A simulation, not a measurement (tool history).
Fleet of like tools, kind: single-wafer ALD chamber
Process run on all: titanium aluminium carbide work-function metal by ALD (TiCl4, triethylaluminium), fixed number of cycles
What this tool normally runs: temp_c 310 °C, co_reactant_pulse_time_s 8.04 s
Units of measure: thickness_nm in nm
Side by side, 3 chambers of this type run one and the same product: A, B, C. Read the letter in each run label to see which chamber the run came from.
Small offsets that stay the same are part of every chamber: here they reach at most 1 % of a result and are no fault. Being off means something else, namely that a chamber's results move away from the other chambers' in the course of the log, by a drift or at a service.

run	day	temp_c	co_reactant_pulse_time_s	read-back reference wafer on the same gauge, thickness_nm	thickness_nm
1A	0.604	310	8.04	2.0098	2.0437
2B	1.133	310	8.04	2.0092	2.0012
3C	1.483	310	8.04	2.0102	2.0250
4B	1.933	310	8.04	2.0094	2.0068
5C	2.567	310	8.04	2.0108	2.0239
6A	3.200	310	8.04	2.0093	2.0251
7B	3.583	300	8.04	2.0092	1.9102
8C	4.129	300	8.04	2.0095	1.9455
9A	4.729	300	8.04	2.0098	1.9242
10C	5.138	310	8.04	2.0090	2.0321
# day 5.404: chamber B: triethylaluminium bottle replaced
11B	5.671	310	8.04	2.0092	2.0227
# day 5.817: chamber C: thermocouple changed; heater temperature recalibrated
12A	6.067	310	8.04	2.0105	2.0110
13B	6.638	310	8.04	2.0092	2.0143
14A	6.988	310	8.04	2.0108	2.0005
15C	7.392	310	8.04	2.0103	2.0271
16A	7.829	310	8.04	2.0097	1.9973
17B	8.358	310	8.04	2.0099	1.9986
18C	8.946	300	6.82	2.0112	1.8805
19B	9.500	300	6.82	2.0089	1.8490
20A	9.867	300	6.82	2.0104	1.8436
21C	10.488	310	8.04	2.0115	2.0180
22A	11.108	310	8.04	2.0091	2.0004
23B	11.488	310	8.04	2.0103	1.9974
24C	11.925	310	8.04	2.0106	2.0345
25A	12.288	310	8.04	2.0114	1.9794
26C	12.888	310	8.04	2.0097	2.0195
27B	13.225	310	8.04	2.0103	1.9916
28B	13.642	310	8.04	2.0108	2.0082
29A	14.092	325	9.37	2.0093	2.1640
30C	14.500	325	9.37	2.0096	2.2244
31C	15.029	325	9.37	2.0101	2.2035

Each of the 3 chambers runs these same settings next. Fill in every chamber's results:
32A	15.500	317	8.04		?
32B	15.500	317	8.04		?
32C	15.500	317	8.04		?

run	thickness_nm
32A	2.0524
32B	2.0672
32C	2.0747
